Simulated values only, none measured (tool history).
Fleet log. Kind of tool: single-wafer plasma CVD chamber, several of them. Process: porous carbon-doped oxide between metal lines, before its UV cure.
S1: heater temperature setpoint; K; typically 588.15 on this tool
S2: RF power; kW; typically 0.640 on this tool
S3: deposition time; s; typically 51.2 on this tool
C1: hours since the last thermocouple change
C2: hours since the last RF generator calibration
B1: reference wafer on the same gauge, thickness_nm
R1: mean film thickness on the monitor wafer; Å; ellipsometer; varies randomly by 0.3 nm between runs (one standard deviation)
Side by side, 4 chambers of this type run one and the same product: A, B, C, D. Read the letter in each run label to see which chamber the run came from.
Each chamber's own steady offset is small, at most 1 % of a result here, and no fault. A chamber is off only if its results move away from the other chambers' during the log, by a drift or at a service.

run   hour      S1     S2    S3      C1      C2      B1      R1
 1B    2.6  588.15  0.640  51.2  1823.2   375.9  272.03  2951.7
 2A    5.3  588.15  0.640  51.2   396.6   120.9  272.08  2937.5
 3C    8.4  588.15  0.640  51.2  2006.8  1317.0  272.00  2974.9
 4D   11.6  588.15  0.640  51.2  1191.3    89.3  272.04  2960.1
 5C   15.7  588.15  0.640  51.2  2014.1  1324.3  272.15  2973.2
 6B   18.4  588.15  0.640  51.2  1839.0   391.7  272.18  2957.0
 7A   22.6  574.15  0.640  55.4   413.9   138.2  272.18  3421.4
 8D   26.8  574.15  0.640  55.4  1206.5   104.5  272.27  3457.7
 9C   29.0  574.15  0.640  55.4  2027.4  1337.6  272.26  3473.1
10D   32.7  574.15  0.640  55.4  1212.4   110.4  272.40  3456.6
11B   37.1  588.15  0.640  51.2  1857.7   410.4  272.26  2960.2
12A   40.7  588.15  0.640  51.2   432.0   156.3  272.41  2933.8
13A   45.1  588.15  0.575  54.5   436.4   160.7  272.38  2913.0
14B   47.4  588.15  0.575  54.5  1868.0   420.7  272.47  2930.6
15C   50.2  588.15  0.575  54.5  2048.6  1358.8  272.50  2951.1
16D   52.2  588.15  0.575  54.5  1231.9   129.9  272.46  2934.2
17C   54.7  588.15  0.640  43.8  2053.1  1363.3  272.54  2549.6
18A   58.5  588.15  0.640  43.8   449.8   174.1  272.58  2525.5
19D   61.6  588.15  0.640  43.8  1241.3   139.3  272.57  2544.3
20B   63.9  588.15  0.640  43.8  1884.5   437.2  272.56  2537.3
21C   66.0  588.15  0.640  51.2  2064.4  1374.6  272.56  2980.4
22B   69.4  588.15  0.640  51.2  1890.0   442.7  272.54  2963.7
23A   72.5  588.15  0.640  51.2   463.8   188.1  272.58  2941.3
24D   75.6  588.15  0.640  51.2  1255.3   153.3  272.66  2962.7
25D   77.8  588.15  0.640  51.2  1257.5   155.5  272.66  2967.2
26C   80.8  599.15  0.640  51.2  2079.2  1389.4  272.70  2817.1
27B   83.7  599.15  0.640  51.2  1904.3   457.0  272.71  2802.2
28A   85.8  599.15  0.640  51.2   477.1   201.4  272.77  2781.7
29D   88.0  599.15  0.640  51.2  1267.7   165.7  272.77  2802.8
30B   92.0  588.15  0.640  51.2  1912.6   465.3  272.75  2971.4
31A   95.1  588.15  0.640  51.2   486.4   210.7  272.83  2947.5
32C   98.5  588.15  0.640  51.2  2096.9  1407.1  272.87  2983.4
33C  101.0  599.15  0.640  54.9  2099.4  1409.6  272.90  3018.3
34D  103.0  599.15  0.640  54.9  1282.7   180.7  272.88  3002.1
35A  105.1  599.15  0.640  54.9   496.4   220.7  272.88  2982.3
36B  107.4  599.15  0.640  54.9  1928.0   480.7  272.97  3004.0
37D  109.5  588.15  0.640  51.2  1289.2   187.2  272.93  2968.3
38A  111.9  588.15  0.640  51.2   503.2   227.5  272.96  2948.1
39C  116.1  588.15  0.640  51.2  2114.5  1424.7  273.02  2985.7
40B  119.8  588.15  0.640  51.2  1940.4   493.1  273.02  2970.4
41A  123.3  588.15  0.640  51.2   514.6   238.9  272.98  2949.4
42C  126.7  594.15  0.640  51.2  2125.1  1435.3  273.06  2893.9

All chambers now run identical settings, listed one chamber a line with results as question marks. What results will each chamber show?
43A  129.9  580.15  0.640  51.2               ?
43B  129.9  580.15  0.640  51.2               ?
43C  129.9  580.15  0.640  51.2               ?
43D  129.9  580.15  0.640  51.2               ?

run      R1
43A  3076.8
43B  3098.7
43C  3117.5
43D  3101.9

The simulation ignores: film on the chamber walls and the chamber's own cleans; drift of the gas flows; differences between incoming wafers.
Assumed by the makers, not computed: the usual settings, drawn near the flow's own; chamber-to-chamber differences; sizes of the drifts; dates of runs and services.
